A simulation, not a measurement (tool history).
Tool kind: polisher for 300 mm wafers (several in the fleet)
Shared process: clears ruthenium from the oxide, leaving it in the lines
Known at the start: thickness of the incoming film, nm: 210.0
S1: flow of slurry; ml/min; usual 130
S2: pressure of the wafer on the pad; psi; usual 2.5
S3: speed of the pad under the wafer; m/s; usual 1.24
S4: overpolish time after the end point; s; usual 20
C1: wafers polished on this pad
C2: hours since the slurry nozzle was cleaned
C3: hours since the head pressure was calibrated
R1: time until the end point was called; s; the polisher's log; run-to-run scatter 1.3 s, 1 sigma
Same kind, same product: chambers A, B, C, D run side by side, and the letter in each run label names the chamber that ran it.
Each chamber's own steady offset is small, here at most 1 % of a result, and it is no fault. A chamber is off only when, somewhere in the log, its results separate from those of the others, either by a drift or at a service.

run   hour   S1   S2    S3  S4    C1     C2     C3      R1
 1C    3.5  130  2.5  1.24  20   775  247.7  484.5  147.89
 2B    6.6  130  2.5  1.24  20   831  540.7  333.2  149.74
 3A   11.9  130  2.5  1.24  20   957  361.3  312.3  146.47
      13.6  -- chamber C: worn pad replaced by a new one
 4D   15.1  130  2.5  1.24  20   510  321.7  268.2  149.08
 5A   20.1  130    3  1.24  20  1013  369.5  320.5  123.45
 6D   24.3  130    3  1.24  20   573  330.9  277.4  125.25
 7C   27.1  130    3  1.24  20    92  271.3  508.1  127.21
 8B   32.9  130    3  1.24  20  1011    567  359.5  123.62
 9B   38.1  130  2.5  1.24  20  1047  572.2  364.7  147.97
10C   41.8  130  2.5  1.24  20   193    286  522.8  150.28
11A   44.4  130  2.5  1.24  20  1180  393.8  344.8  151.41
12D   48.5  130  2.5  1.24  20   739  355.1  301.6  151.07
      52.4  -- chamber B: worn pad replaced by a new one
13B   52.8  130  2.5  1.24  20     3  586.9  379.4  147.38
14D   56.3  130  2.9  1.24  28   793  362.9  309.4   129.1
      56.5  -- chamber A: worn pad replaced by a new one
15A   60.5  130  2.9  1.24  28    28  409.9  360.9  128.36
        62  -- chamber A: slurry nozzle cleaned
16C   64.3  130  2.9  1.24  28   348  308.5  545.3  131.69
17C   69.9  130  2.9  1.24  28   387  314.1  550.9  135.62
18B   74.8  130  2.5  1.24  20   154  608.9  401.4   149.6
19D   79.4  130  2.8  1.24  24   952    386  332.5  135.85
20A   84.3  130  2.8  1.24  24   191   22.4  384.7  131.72
      86.6  -- chamber B: slurry nozzle cleaned
21B   90.1  130  2.8  1.24  24   259    3.6  416.7   132.4
22C   93.6  130  2.8  1.24  24   549  337.8  574.6  142.36
23A   97.1  130  2.5  1.24  20   279   35.2  397.5  147.79
24D  100.4  130  1.9  1.24  16  1096    407  353.5  195.08
25A    105  130  1.9  1.24  16   333   43.1  405.4  194.22
26B  109.7  130  1.9  1.24  16   394   23.2  436.3  194.12

Is one chamber out of step, is the gauge drifting, or do the chambers differ by no more than their own small offsets? For an off chamber, give its letter and the likeliest cause.

It is chamber C that slowly wanders off from its peers.
Likeliest cause: head's pressure below its setpoint, % = 8.51.
The log may not separate it from: slurry flow missing at the pad, %.

Which of the 4 candidates below, each the usual settings with something changed and its results left as question marks, puts chamber C back in line with what the other chambers give on the usual settings?
A result is in line if it is within this distance of the other chambers' mean on the usual settings: R1 4.5 s
27C-1   114  130  2.7  1.24  20               ?
27C-2   114  130  2.4  1.18  20               ?
27C-3   114  130    3  1.24  20               ?
27C-4   114  130  2.3  1.12  20               ?

The mean the other chambers reach with the usual settings: R1 149.32 s
  run      R1
27C-1   151.8
27C-2   179.7
27C-3  136.56
27C-4  197.77
27C-1 is the one that brings the chamber's results back in line with the other chambers.
